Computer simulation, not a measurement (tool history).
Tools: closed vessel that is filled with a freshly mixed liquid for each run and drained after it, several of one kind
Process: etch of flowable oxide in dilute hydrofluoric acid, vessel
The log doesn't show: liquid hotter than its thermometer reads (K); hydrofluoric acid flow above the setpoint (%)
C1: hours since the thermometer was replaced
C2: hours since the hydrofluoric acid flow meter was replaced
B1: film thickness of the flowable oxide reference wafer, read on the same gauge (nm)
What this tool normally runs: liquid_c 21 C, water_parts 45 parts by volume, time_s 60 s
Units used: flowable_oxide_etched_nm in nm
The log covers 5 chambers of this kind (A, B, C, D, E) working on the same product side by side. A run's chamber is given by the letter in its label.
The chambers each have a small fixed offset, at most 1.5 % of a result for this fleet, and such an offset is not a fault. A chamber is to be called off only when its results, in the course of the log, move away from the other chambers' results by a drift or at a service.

run 1C day=0.592 | liquid_c=21 water_parts=45 time_s=60 | C1=2258.4 C2=623.6 | B1=149.99 | flowable_oxide_etched_nm=46.226
run 2B day=0.992 | liquid_c=21 water_parts=45 time_s=60 | C1=1130.1 C2=1435 | B1=150 | flowable_oxide_etched_nm=46.834
run 3A day=1.638 | liquid_c=21 water_parts=45 time_s=60 | C1=2595.1 C2=431.5 | B1=150.03 | flowable_oxide_etched_nm=46.479
run 4E day=2.125 | liquid_c=21 water_parts=45 time_s=60 | C1=363.6 C2=149.9 | B1=149.96 | flowable_oxide_etched_nm=46.951
run 5D day=2.604 | liquid_c=21 water_parts=45 time_s=60 | C1=1080.2 C2=321.7 | B1=150 | flowable_oxide_etched_nm=47.803
run 6B day=3.088 | liquid_c=21 water_parts=45 time_s=60 | C1=1180.4 C2=1485.3 | B1=149.97 | flowable_oxide_etched_nm=46.635
run 7E day=3.7 | liquid_c=21 water_parts=45 time_s=60 | C1=401.4 C2=187.7 | B1=150.02 | flowable_oxide_etched_nm=47.115
run 8D day=4.092 | liquid_c=21 water_parts=45 time_s=60 | C1=1115.9 C2=357.4 | B1=149.96 | flowable_oxide_etched_nm=47.286
run 9C day=4.492 | liquid_c=21 water_parts=30 time_s=90 | C1=2352 C2=717.2 | B1=149.97 | flowable_oxide_etched_nm=107.13
run 10A day=4.975 | liquid_c=21 water_parts=30 time_s=90 | C1=2675.2 C2=511.6 | B1=150 | flowable_oxide_etched_nm=107.06
run 11B day=5.408 | liquid_c=21 water_parts=30 time_s=90 | C1=1236.1 C2=1541 | B1=149.96 | flowable_oxide_etched_nm=107.54
-- day=5.575 chamber A: hydrofluoric acid flow meter replaced
run 12C day=5.775 | liquid_c=21 water_parts=30 time_s=90 | C1=2382.8 C2=748 | B1=150.05 | flowable_oxide_etched_nm=108.49
-- day=5.971 chamber B: thermometer replaced
-- day=6.104 chamber C: hydrofluoric acid flow meter replaced
run 13A day=6.196 | liquid_c=21 water_parts=30 time_s=90 | C1=2704.5 C2=14.9 | B1=150.01 | flowable_oxide_etched_nm=106.71
run 14E day=6.533 | liquid_c=21 water_parts=45 time_s=60 | C1=469.4 C2=255.7 | B1=150.01 | flowable_oxide_etched_nm=47.526
run 15D day=7.138 | liquid_c=25.5 water_parts=45 time_s=60 | C1=1189 C2=430.5 | B1=149.98 | flowable_oxide_etched_nm=56.563
run 16C day=7.525 | liquid_c=25.5 water_parts=45 time_s=60 | C1=2424.8 C2=34.2 | B1=149.98 | flowable_oxide_etched_nm=55.648
run 17B day=8.138 | liquid_c=25.5 water_parts=45 time_s=60 | C1=52.1 C2=1606.5 | B1=150.01 | flowable_oxide_etched_nm=55.41
run 18D day=8.608 | liquid_c=25.5 water_parts=45 time_s=60 | C1=1224.3 C2=465.8 | B1=149.95 | flowable_oxide_etched_nm=56.537
run 19A day=9.125 | liquid_c=25.5 water_parts=45 time_s=60 | C1=2774.8 C2=85.2 | B1=150.02 | flowable_oxide_etched_nm=56.224
run 20E day=9.592 | liquid_c=21 water_parts=45 time_s=70 | C1=542.8 C2=329.1 | B1=149.94 | flowable_oxide_etched_nm=56.81
-- day=9.904 chamber A: thermometer replaced
run 21C day=10.138 | liquid_c=21 water_parts=45 time_s=70 | C1=2487.5 C2=96.9 | B1=149.99 | flowable_oxide_etched_nm=53.921
run 22D day=10.512 | liquid_c=21 water_parts=45 time_s=70 | C1=1270 C2=511.5 | B1=150.06 | flowable_oxide_etched_nm=54.415
run 23B day=11.125 | liquid_c=21 water_parts=45 time_s=70 | C1=123.8 C2=1678.2 | B1=149.97 | flowable_oxide_etched_nm=53.61
run 24E day=11.483 | liquid_c=21 water_parts=45 time_s=70 | C1=588.2 C2=374.5 | B1=150 | flowable_oxide_etched_nm=57.48
run 25A day=11.821 | liquid_c=21 water_parts=45 time_s=60 | C1=46.1 C2=149.9 | B1=149.96 | flowable_oxide_etched_nm=46.156
run 26B day=12.446 | liquid_c=21 water_parts=45 time_s=60 | C1=155.5 C2=1709.9 | B1=149.99 | flowable_oxide_etched_nm=47.26
-- day=12.754 chamber D: hydrofluoric acid flow meter replaced
run 27C day=12.767 | liquid_c=21 water_parts=45 time_s=60 | C1=2550.6 C2=160 | B1=150.02 | flowable_oxide_etched_nm=46.116
run 28E day=13.333 | liquid_c=21 water_parts=45 time_s=60 | C1=632.6 C2=418.9 | B1=150.01 | flowable_oxide_etched_nm=47.987
run 29D day=13.846 | liquid_c=21 water_parts=45 time_s=60 | C1=1350 C2=26.3 | B1=150 | flowable_oxide_etched_nm=47.346
run 30A day=14.475 | liquid_c=21 water_parts=45 time_s=60 | C1=109.8 C2=213.6 | B1=149.98 | flowable_oxide_etched_nm=46.356
run 31B day=14.925 | liquid_c=21 water_parts=45 time_s=60 | C1=215 C2=1769.4 | B1=150 | flowable_oxide_etched_nm=46.518
run 32A day=15.492 | liquid_c=21 water_parts=45 time_s=60 | C1=134.2 C2=238 | B1=150.05 | flowable_oxide_etched_nm=46.175
run 33E day=15.892 | liquid_c=21 water_parts=45 time_s=60 | C1=694 C2=480.3 | B1=149.96 | flowable_oxide_etched_nm=50.109
run 34D day=16.433 | liquid_c=21 water_parts=45 time_s=60 | C1=1412.1 C2=88.4 | B1=149.96 | flowable_oxide_etched_nm=47.471
run 35C day=16.821 | liquid_c=21 water_parts=45 time_s=60 | C1=2647.9 C2=257.3 | B1=150 | flowable_oxide_etched_nm=46.863
run 36A day=17.171 | liquid_c=21 water_parts=45 time_s=60 | C1=174.5 C2=278.3 | B1=149.97 | flowable_oxide_etched_nm=46.124
run 37C day=17.779 | liquid_c=24.5 water_parts=40 time_s=60 | C1=2670.9 C2=280.3 | B1=150.06 | flowable_oxide_etched_nm=60.797
run 38E day=18.221 | liquid_c=24.5 water_parts=40 time_s=60 | C1=749.9 C2=536.2 | B1=150 | flowable_oxide_etched_nm=66.165
run 39B day=18.733 | liquid_c=24.5 water_parts=40 time_s=60 | C1=306.4 C2=1860.8 | B1=150.02 | flowable_oxide_etched_nm=60.445

Does one chamber stand apart from the rest, does the shared gauge drift, or is all well apart from small per-chamber offsets? Give the chamber and the most likely cause, where there is one.

Little by little, chamber E moves away from the other chambers.
Cause: hydrofluoric acid flow above the setpoint (%) = 6.93.
Not necessarily distinguishable in this log from: liquid hotter than its thermometer reads (K).

Here are 4 candidates for chamber E's next run, each the usual settings with a change, their results left as question marks. Which one brings its results back in line with what the others give on the usual settings?
In line means no further than this from the other chambers' mean on the usual settings: flowable_oxide_etched_nm 1.5 nm
run 40E-1 day=19.196 | liquid_c=20.5 water_parts=50 time_s=60 | flowable_oxide_etched_nm=?
run 40E-2 day=19.196 | liquid_c=21 water_parts=45 time_s=55 | flowable_oxide_etched_nm=?
run 40E-3 day=19.196 | liquid_c=24.5 water_parts=45 time_s=60 | flowable_oxide_etched_nm=?
run 40E-4 day=19.196 | liquid_c=23 water_parts=45 time_s=60 | flowable_oxide_etched_nm=?

The other chambers' mean on the usual settings: flowable_oxide_etched_nm 46.694 nm
run=40E-1 flowable_oxide_etched_nm=44.134
run=40E-2 flowable_oxide_etched_nm=46.195
run=40E-3 flowable_oxide_etched_nm=58.212
run=40E-4 flowable_oxide_etched_nm=54.745
40E-2 is the one that brings the chamber's results back in line with the other chambers.
